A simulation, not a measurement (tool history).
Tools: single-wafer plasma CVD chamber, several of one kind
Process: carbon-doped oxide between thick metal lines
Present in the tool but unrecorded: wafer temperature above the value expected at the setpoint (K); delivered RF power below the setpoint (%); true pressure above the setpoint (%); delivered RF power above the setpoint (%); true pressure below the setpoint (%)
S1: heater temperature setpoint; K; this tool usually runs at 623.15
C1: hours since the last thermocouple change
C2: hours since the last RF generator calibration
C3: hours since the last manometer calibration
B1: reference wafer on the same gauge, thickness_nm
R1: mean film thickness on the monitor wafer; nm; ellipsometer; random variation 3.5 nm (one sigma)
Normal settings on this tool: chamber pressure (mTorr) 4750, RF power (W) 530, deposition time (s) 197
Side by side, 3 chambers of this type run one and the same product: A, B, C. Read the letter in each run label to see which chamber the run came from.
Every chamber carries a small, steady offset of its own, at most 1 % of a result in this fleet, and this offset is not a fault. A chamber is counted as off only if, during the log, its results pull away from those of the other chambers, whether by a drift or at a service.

{"run": "1C", "hour": 5.6, "S1": 623.15, "chamber pressure (mTorr)": 4750, "RF power (W)": 530, "deposition time (s)": 197, "C1": 2274.8, "C2": 1619.2, "C3": 1257.7, "B1": 1190.4, "R1": 1016.4}
{"run": "2B", "hour": 15.3, "S1": 623.15, "chamber pressure (mTorr)": 4750, "RF power (W)": 530, "deposition time (s)": 197, "C1": 2307.4, "C2": 1671.4, "C3": 65.8, "B1": 1188.8, "R1": 1016.6}
{"run": "3A", "hour": 23.1, "S1": 623.15, "chamber pressure (mTorr)": 4750, "RF power (W)": 530, "deposition time (s)": 197, "C1": 1600.7, "C2": 311.4, "C3": 59.3, "B1": 1190.4, "R1": 1014.4}
{"run": "4C", "hour": 31.8, "S1": 623.15, "chamber pressure (mTorr)": 4750, "RF power (W)": 530, "deposition time (s)": 197, "C1": 2301, "C2": 1645.4, "C3": 1283.9, "B1": 1190.4, "R1": 1018.7}
{"run": "5B", "hour": 40.8, "S1": 623.15, "chamber pressure (mTorr)": 4750, "RF power (W)": 530, "deposition time (s)": 197, "C1": 2332.9, "C2": 1696.9, "C3": 91.3, "B1": 1189.2, "R1": 1018.5}
{"run": "6A", "hour": 46.1, "S1": 623.15, "chamber pressure (mTorr)": 4750, "RF power (W)": 530, "deposition time (s)": 197, "C1": 1623.7, "C2": 334.4, "C3": 82.3, "B1": 1188.6, "R1": 1011.5}
{"run": "7C", "hour": 56.7, "S1": 623.15, "chamber pressure (mTorr)": 4750, "RF power (W)": 530, "deposition time (s)": 197, "C1": 2325.9, "C2": 1670.3, "C3": 1308.8, "B1": 1189.6, "R1": 1015.2}
{"run": "8A", "hour": 67.2, "S1": 623.15, "chamber pressure (mTorr)": 4750, "RF power (W)": 530, "deposition time (s)": 197, "C1": 1644.8, "C2": 355.5, "C3": 103.4, "B1": 1190.5, "R1": 1013.1}
{"run": "9B", "hour": 78.6, "S1": 623.15, "chamber pressure (mTorr)": 4750, "RF power (W)": 530, "deposition time (s)": 197, "C1": 2370.7, "C2": 1734.7, "C3": 129.1, "B1": 1190.4, "R1": 1015}
{"run": "10B", "hour": 85.5, "S1": 623.15, "chamber pressure (mTorr)": 4750, "RF power (W)": 530, "deposition time (s)": 197, "C1": 2377.6, "C2": 1741.6, "C3": 136, "B1": 1189.6, "R1": 1018.8}
{"run": "11A", "hour": 92.3, "S1": 623.15, "chamber pressure (mTorr)": 4750, "RF power (W)": 530, "deposition time (s)": 197, "C1": 1669.9, "C2": 380.6, "C3": 128.5, "B1": 1189.7, "R1": 1008.9}
{"run": "12C", "hour": 97.4, "S1": 623.15, "chamber pressure (mTorr)": 4750, "RF power (W)": 530, "deposition time (s)": 197, "C1": 2366.6, "C2": 1711, "C3": 1349.5, "B1": 1190.7, "R1": 1015.1}
{"run": "13A", "hour": 104.4, "S1": 623.15, "chamber pressure (mTorr)": 4750, "RF power (W)": 530, "deposition time (s)": 197, "C1": 1682, "C2": 392.7, "C3": 140.6, "B1": 1190.5, "R1": 1005.7}
{"run": "14C", "hour": 114.4, "S1": 623.15, "chamber pressure (mTorr)": 4750, "RF power (W)": 530, "deposition time (s)": 197, "C1": 2383.6, "C2": 1728, "C3": 1366.5, "B1": 1190.2, "R1": 1014.4}
{"run": "15B", "hour": 120.6, "S1": 623.15, "chamber pressure (mTorr)": 4750, "RF power (W)": 530, "deposition time (s)": 197, "C1": 2412.7, "C2": 1776.7, "C3": 171.1, "B1": 1188.9, "R1": 1014.7}
{"run": "16B", "hour": 130.2, "S1": 623.15, "chamber pressure (mTorr)": 4750, "RF power (W)": 530, "deposition time (s)": 197, "C1": 2422.3, "C2": 1786.3, "C3": 180.7, "B1": 1189.9, "R1": 1020.4}
{"run": "17C", "hour": 136.9, "S1": 623.15, "chamber pressure (mTorr)": 4750, "RF power (W)": 530, "deposition time (s)": 197, "C1": 2406.1, "C2": 1750.5, "C3": 1389, "B1": 1189.3, "R1": 1016.9}
{"run": "18A", "hour": 147.3, "S1": 623.15, "chamber pressure (mTorr)": 4750, "RF power (W)": 575, "deposition time (s)": 197, "C1": 1724.9, "C2": 435.6, "C3": 183.5, "B1": 1190.3, "R1": 1061.9}
{"run": "19B", "hour": 154.8, "S1": 623.15, "chamber pressure (mTorr)": 4750, "RF power (W)": 575, "deposition time (s)": 197, "C1": 2446.9, "C2": 1810.9, "C3": 205.3, "B1": 1188.9, "R1": 1065.5}
{"run": "20A", "hour": 164.5, "S1": 623.15, "chamber pressure (mTorr)": 4750, "RF power (W)": 575, "deposition time (s)": 197, "C1": 1742.1, "C2": 452.8, "C3": 200.7, "B1": 1189.2, "R1": 1044.8}
{"run": "21C", "hour": 173.2, "S1": 623.15, "chamber pressure (mTorr)": 4750, "RF power (W)": 530, "deposition time (s)": 197, "C1": 2442.4, "C2": 1786.8, "C3": 1425.3, "B1": 1190.6, "R1": 1012.8}
{"hour": 179.2, "done": "chamber B: RF generator calibrated"}
{"run": "22A", "hour": 182.9, "S1": 623.15, "chamber pressure (mTorr)": 4750, "RF power (W)": 530, "deposition time (s)": 197, "C1": 1760.5, "C2": 471.2, "C3": 219.1, "B1": 1189.5, "R1": 995.91}
{"run": "23C", "hour": 192.0, "S1": 623.15, "chamber pressure (mTorr)": 4750, "RF power (W)": 530, "deposition time (s)": 197, "C1": 2461.2, "C2": 1805.6, "C3": 1444.1, "B1": 1190.8, "R1": 1007.8}
{"run": "24B", "hour": 200.4, "S1": 623.15, "chamber pressure (mTorr)": 4750, "RF power (W)": 530, "deposition time (s)": 197, "C1": 2492.5, "C2": 21.3, "C3": 250.9, "B1": 1190.2, "R1": 1015.9}
{"run": "25A", "hour": 211.4, "S1": 623.15, "chamber pressure (mTorr)": 4750, "RF power (W)": 530, "deposition time (s)": 197, "C1": 1789, "C2": 499.7, "C3": 247.6, "B1": 1189.5, "R1": 988.99}
{"run": "26C", "hour": 219.9, "S1": 623.15, "chamber pressure (mTorr)": 4750, "RF power (W)": 460, "deposition time (s)": 167, "C1": 2489.1, "C2": 1833.5, "C3": 1472, "B1": 1190, "R1": 787.93}
{"run": "27B", "hour": 226.8, "S1": 623.15, "chamber pressure (mTorr)": 4750, "RF power (W)": 460, "deposition time (s)": 167, "C1": 2518.9, "C2": 47.7, "C3": 277.3, "B1": 1189.4, "R1": 789.68}
{"run": "28B", "hour": 236.1, "S1": 623.15, "chamber pressure (mTorr)": 4750, "RF power (W)": 460, "deposition time (s)": 167, "C1": 2528.2, "C2": 57, "C3": 286.6, "B1": 1190.4, "R1": 790.55}
{"run": "29C", "hour": 241.7, "S1": 623.15, "chamber pressure (mTorr)": 4750, "RF power (W)": 530, "deposition time (s)": 197, "C1": 2510.9, "C2": 1855.3, "C3": 1493.8, "B1": 1189.7, "R1": 1013.8}
{"run": "30A", "hour": 250.5, "S1": 623.15, "chamber pressure (mTorr)": 4750, "RF power (W)": 530, "deposition time (s)": 167, "C1": 1828.1, "C2": 538.8, "C3": 286.7, "B1": 1191.1, "R1": 830.1}
{"run": "31B", "hour": 261.0, "S1": 623.15, "chamber pressure (mTorr)": 4750, "RF power (W)": 530, "deposition time (s)": 167, "C1": 2553.1, "C2": 81.9, "C3": 311.5, "B1": 1189.1, "R1": 866.09}
{"run": "32A", "hour": 267.3, "S1": 623.15, "chamber pressure (mTorr)": 4750, "RF power (W)": 530, "deposition time (s)": 167, "C1": 1844.9, "C2": 555.6, "C3": 303.5, "B1": 1190, "R1": 830.29}
{"run": "33C", "hour": 278.2, "S1": 623.15, "chamber pressure (mTorr)": 4750, "RF power (W)": 530, "deposition time (s)": 197, "C1": 2547.4, "C2": 1891.8, "C3": 1530.3, "B1": 1189.8, "R1": 1016.5}
{"run": "34A", "hour": 286.6, "S1": 623.15, "chamber pressure (mTorr)": 4750, "RF power (W)": 530, "deposition time (s)": 197, "C1": 1864.2, "C2": 574.9, "C3": 322.8, "B1": 1190.5, "R1": 971.19}
{"run": "35B", "hour": 296.0, "S1": 623.15, "chamber pressure (mTorr)": 4750, "RF power (W)": 530, "deposition time (s)": 197, "C1": 2588.1, "C2": 116.9, "C3": 346.5, "B1": 1190.2, "R1": 1020.5}
{"run": "36C", "hour": 304.1, "S1": 623.15, "chamber pressure (mTorr)": 4750, "RF power (W)": 530, "deposition time (s)": 197, "C1": 2573.3, "C2": 1917.7, "C3": 1556.2, "B1": 1189.1, "R1": 1017.9}
{"run": "37A", "hour": 309.8, "S1": 623.15, "chamber pressure (mTorr)": 3630, "RF power (W)": 530, "deposition time (s)": 177, "C1": 1887.4, "C2": 598.1, "C3": 346, "B1": 1190, "R1": 840.5}

What goes on in this fleet: one chamber off, a drifting gauge, or nothing beyond the chambers' own small offsets? Name the chamber and the cause, if any.

Chamber A drifts away from the others.
Most likely cause: delivered RF power below the setpoint (%) = 6.56.

Here are 4 candidates for chamber A's next run, each the usual settings with a change, their results left as question marks. Which one brings its results back in line with what the others give on the usual settings?
A result is in line if it is within this distance of the other chambers' mean on the usual settings: R1 12 nm
{"run": "38A-1", "hour": 318.2, "S1": 623.15, "chamber pressure (mTorr)": 4790, "RF power (W)": 540, "deposition time (s)": 203, "R1": "?"}
{"run": "38A-2", "hour": 318.2, "S1": 623.15, "chamber pressure (mTorr)": 4730, "RF power (W)": 530, "deposition time (s)": 194, "R1": "?"}
{"run": "38A-3", "hour": 318.2, "S1": 623.15, "chamber pressure (mTorr)": 4750, "RF power (W)": 535, "deposition time (s)": 199, "R1": "?"}
{"run": "38A-4", "hour": 318.2, "S1": 623.15, "chamber pressure (mTorr)": 4710, "RF power (W)": 520, "deposition time (s)": 191, "R1": "?"}

The other chambers' mean on the usual settings: R1 1015.8 nm
run=38A-1 R1=1013
run=38A-2 R1=955.13
run=38A-3 R1=986.14
run=38A-4 R1=928.54
38A-1 puts the chamber back in line with the other chambers.

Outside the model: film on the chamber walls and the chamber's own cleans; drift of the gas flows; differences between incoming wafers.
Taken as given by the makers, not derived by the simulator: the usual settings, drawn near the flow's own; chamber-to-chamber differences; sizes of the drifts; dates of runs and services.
